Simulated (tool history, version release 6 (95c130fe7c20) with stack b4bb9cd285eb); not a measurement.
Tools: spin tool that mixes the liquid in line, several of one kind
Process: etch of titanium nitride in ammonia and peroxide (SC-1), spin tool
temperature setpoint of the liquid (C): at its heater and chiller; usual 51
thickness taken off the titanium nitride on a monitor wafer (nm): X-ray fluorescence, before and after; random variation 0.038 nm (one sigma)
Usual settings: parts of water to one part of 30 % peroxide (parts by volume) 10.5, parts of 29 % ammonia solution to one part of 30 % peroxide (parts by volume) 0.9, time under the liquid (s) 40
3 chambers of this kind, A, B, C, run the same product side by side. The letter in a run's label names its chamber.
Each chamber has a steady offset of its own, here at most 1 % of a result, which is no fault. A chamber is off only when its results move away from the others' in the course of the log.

run,hour,temperature setpoint of the liquid (C),parts of water to one part of 30 % peroxide (parts by volume),parts of 29 % ammonia solution to one part of 30 % peroxide (parts by volume),time under the liquid (s),hours since the thermometer was replaced,hours since the ammonia flow meter was replaced,hours since the heated supply line was repaired,hours since the drum of ammonia solution was connected,"read-back film thickness of the titanium nitride reference wafer, read on the same gauge (nm)",thickness taken off the titanium nitride on a monitor wafer (nm)
1B,4.1,51,10.5,0.9,40,622.0,674.6,1595.0,156.4,130.02,4.5768
2C,11.3,51,10.5,0.9,40,1635.2,120.7,2145.7,801.6,129.99,4.6301
3A,17.6,51,10.5,0.9,40,102.0,737.6,3071.0,47.9,130.02,4.5666
4C,24.5,51,10.5,0.9,40,1648.4,133.9,2158.9,814.8,129.99,4.6344
5A,29.4,51,10.5,0.9,40,113.8,749.4,3082.8,59.7,129.99,4.5540
6B,38.1,51,10.5,0.9,40,656.0,708.6,1629.0,190.4,129.99,4.5759
7C,42.0,51,10.5,0.9,40,1665.9,151.4,2176.4,832.3,129.99,4.6564
8B,45.8,51,10.5,0.9,40,663.7,716.3,1636.7,198.1,129.99,4.5688
9A,54.3,51,10.5,0.9,40,138.7,774.3,3107.7,84.6,130.01,4.5765
10B,61.7,51,10.5,0.9,40,679.6,732.2,1652.6,214.0,130.00,4.6261
11C,68.9,51,10.5,0.9,40,1692.8,178.3,2203.3,859.2,129.98,4.6460
12A,76.2,51,10.5,0.9,40,160.6,796.2,3129.6,106.5,129.99,4.5098
13B,83.6,51,10.5,0.9,40,701.5,754.1,1674.5,235.9,130.00,4.5716
14A,87.9,51,10.5,0.9,40,172.3,807.9,3141.3,118.2,129.98,4.5424
15C,93.1,51,10.5,0.9,40,1717.0,202.5,2227.5,883.4,129.99,4.6546
16B,97.7,51,10.5,0.9,40,715.6,768.2,1688.6,250.0,130.01,4.6112
17A,103.1,51,10.5,0.9,40,187.5,823.1,3156.5,133.4,130.01,4.5089
18C,110.9,51,10.5,0.9,40,1734.8,220.3,2245.3,901.2,130.00,4.5788
19B,117.6,51,10.5,0.9,40,735.5,788.1,1708.5,269.9,129.98,4.5550
20C,124.8,56,10.5,0.9,40,1748.7,234.2,2259.2,915.1,129.98,6.5211
21A,132.7,56,10.5,0.9,40,217.1,852.7,3186.1,163.0,130.01,6.4205
22C,136.7,56,10.5,0.9,40,1760.6,246.1,2271.1,927.0,129.99,6.4835
23A,140.5,43,10.5,0.9,50,224.9,860.5,3193.9,170.8,130.00,3.1562

Is one chamber off against the others, does the gauge drift, or is nothing wrong? If a chamber is off, say which, and what the likeliest cause is.

No chamber stands off beyond its own small offset, and the gauge holds steady.

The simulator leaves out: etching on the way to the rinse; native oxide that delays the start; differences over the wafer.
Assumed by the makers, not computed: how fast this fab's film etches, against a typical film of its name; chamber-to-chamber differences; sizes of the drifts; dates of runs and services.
